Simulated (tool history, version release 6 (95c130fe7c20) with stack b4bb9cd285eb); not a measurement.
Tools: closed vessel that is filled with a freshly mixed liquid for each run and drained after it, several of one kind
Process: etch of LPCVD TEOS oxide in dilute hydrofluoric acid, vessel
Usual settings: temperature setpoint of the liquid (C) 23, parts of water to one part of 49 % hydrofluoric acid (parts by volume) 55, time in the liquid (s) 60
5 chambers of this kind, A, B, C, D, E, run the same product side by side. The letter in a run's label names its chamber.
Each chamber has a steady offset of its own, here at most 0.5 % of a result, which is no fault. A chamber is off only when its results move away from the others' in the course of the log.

| run | hour | temperature setpoint of the liquid (C) | parts of water to one part of 49 % hydrofluoric acid (parts by volume) | time in the liquid (s) | read-back film thickness of the LPCVD TEOS oxide reference wafer, read on the same gauge (nm) | thickness taken off the LPCVD TEOS oxide on a monitor wafer (angstrom) |
|---|---|---|---|---|---|---|
| 1C | 10.9 | 23 | 55 | 60 | 119.99 | 289.35 |
| 2B | 21 | 23 | 55 | 60 | 119.99 | 295.27 |
| 3E | 32.3 | 23 | 55 | 60 | 120.01 | 289.07 |
| 4A | 46.2 | 23 | 55 | 60 | 120 | 301.66 |
| 5D | 61.9 | 23 | 55 | 60 | 119.98 | 297.51 |
|  | 73.5 | chamber C: hydrofluoric acid flow meter replaced |
| 6C | 74.8 | 18.5 | 55 | 75 | 120.03 | 308.23 |
| 7E | 88.1 | 18.5 | 55 | 75 | 119.99 | 303.98 |
| 8B | 98.1 | 18.5 | 55 | 75 | 120 | 306.97 |
| 9A | 107.9 | 18.5 | 55 | 75 | 119.99 | 306.06 |
| 10D | 119 | 18.5 | 55 | 75 | 120.02 | 308.49 |
| 11A | 127.9 | 23 | 55 | 60 | 120.01 | 295.55 |
| 12D | 141 | 23 | 55 | 60 | 119.96 | 296.3 |
| 13B | 150.8 | 23 | 55 | 60 | 120.02 | 293.02 |
| 14E | 157.6 | 23 | 55 | 60 | 119.99 | 288.56 |
| 15C | 166.9 | 23 | 55 | 60 | 120 | 298.46 |
| 16E | 176.3 | 23 | 55 | 60 | 120.02 | 292.63 |
| 17B | 189.2 | 23 | 55 | 60 | 119.99 | 294.35 |
| 18D | 196.5 | 23 | 55 | 60 | 120.01 | 293.65 |
| 19A | 205.2 | 23 | 55 | 60 | 119.99 | 291.92 |
| 20C | 218.3 | 23 | 55 | 60 | 119.99 | 294.76 |
| 21C | 229.7 | 23 | 55 | 60 | 119.99 | 291.23 |
| 22A | 239.6 | 23 | 55 | 60 | 120.01 | 294.44 |
| 23D | 246.4 | 23 | 55 | 60 | 120.03 | 295.32 |
| 24B | 254 | 23 | 55 | 60 | 120.01 | 294.37 |
| 25E | 262.4 | 27 | 40 | 60 | 119.97 | 460.92 |
| 26B | 269.5 | 27 | 40 | 60 | 119.99 | 489.84 |
| 27C | 280.9 | 27 | 40 | 60 | 120 | 490.01 |
| 28A | 292.6 | 27 | 40 | 60 | 120 | 480.16 |
| 29E | 302.9 | 27 | 40 | 60 | 120.02 | 470.37 |
| 30D | 314.7 | 23 | 55 | 60 | 120.01 | 295.49 |
| 31B | 323 | 23 | 55 | 60 | 120.01 | 297.37 |
|  | 329.2 | chamber C: thermometer replaced |
| 32E | 335.6 | 27 | 80 | 60 | 120 | 220.28 |
| 33D | 346.1 | 27 | 80 | 60 | 120.01 | 230.98 |
| 34C | 355.7 | 27 | 80 | 60 | 120 | 230 |
| 35A | 367.8 | 27 | 80 | 60 | 120 | 228.78 |
| 36D | 378 | 27 | 80 | 60 | 120 | 231.52 |
|  | 383.6 | chamber E: thermometer replaced |
| 37B | 389 | 23 | 55 | 60 | 119.99 | 296.35 |
| 38A | 402.9 | 23 | 55 | 60 | 120 | 300.48 |
| 39C | 417.5 | 23 | 55 | 70 | 120.01 | 340.91 |
| 40E | 425.1 | 23 | 55 | 70 | 120 | 324.93 |
| 41B | 433.3 | 23 | 55 | 70 | 119.99 | 342.64 |
| 42E | 448.1 | 23 | 55 | 70 | 119.98 | 319.41 |

What goes on in this fleet: one chamber off, a drifting gauge, or nothing beyond the chambers' own small offsets? Name the chamber and the cause, if any.

Chamber E drifts away from the others.
Cause: hydrofluoric acid flow below the setpoint (%) = 6.26.

Here are 4 candidates for chamber E's next run, each the usual settings with a change, their results left as question marks. Which one brings its results back in line with what the others give on the usual settings?
In line means no further than this from the other chambers' mean on the usual settings: thickness taken off the LPCVD TEOS oxide on a monitor wafer (angstrom) 8.7
| 43E-1 | 459.3 | 21.5 | 55 | 60 |  | ? |
| 43E-2 | 459.3 | 23 | 55 | 65 |  | ? |
| 43E-3 | 459.3 | 26.5 | 55 | 60 |  | ? |
| 43E-4 | 459.3 | 19.5 | 55 | 60 |  | ? |

The other chambers' mean on the usual settings: thickness taken off the LPCVD TEOS oxide on a monitor wafer (angstrom) 295.81
| run | thickness taken off the LPCVD TEOS oxide on a monitor wafer (angstrom) |
|---|---|
| 43E-1 | 259.35 |
| 43E-2 | 298.86 |
| 43E-3 | 317.65 |
| 43E-4 | 238.64 |
43E-2 brings the chamber back in line.

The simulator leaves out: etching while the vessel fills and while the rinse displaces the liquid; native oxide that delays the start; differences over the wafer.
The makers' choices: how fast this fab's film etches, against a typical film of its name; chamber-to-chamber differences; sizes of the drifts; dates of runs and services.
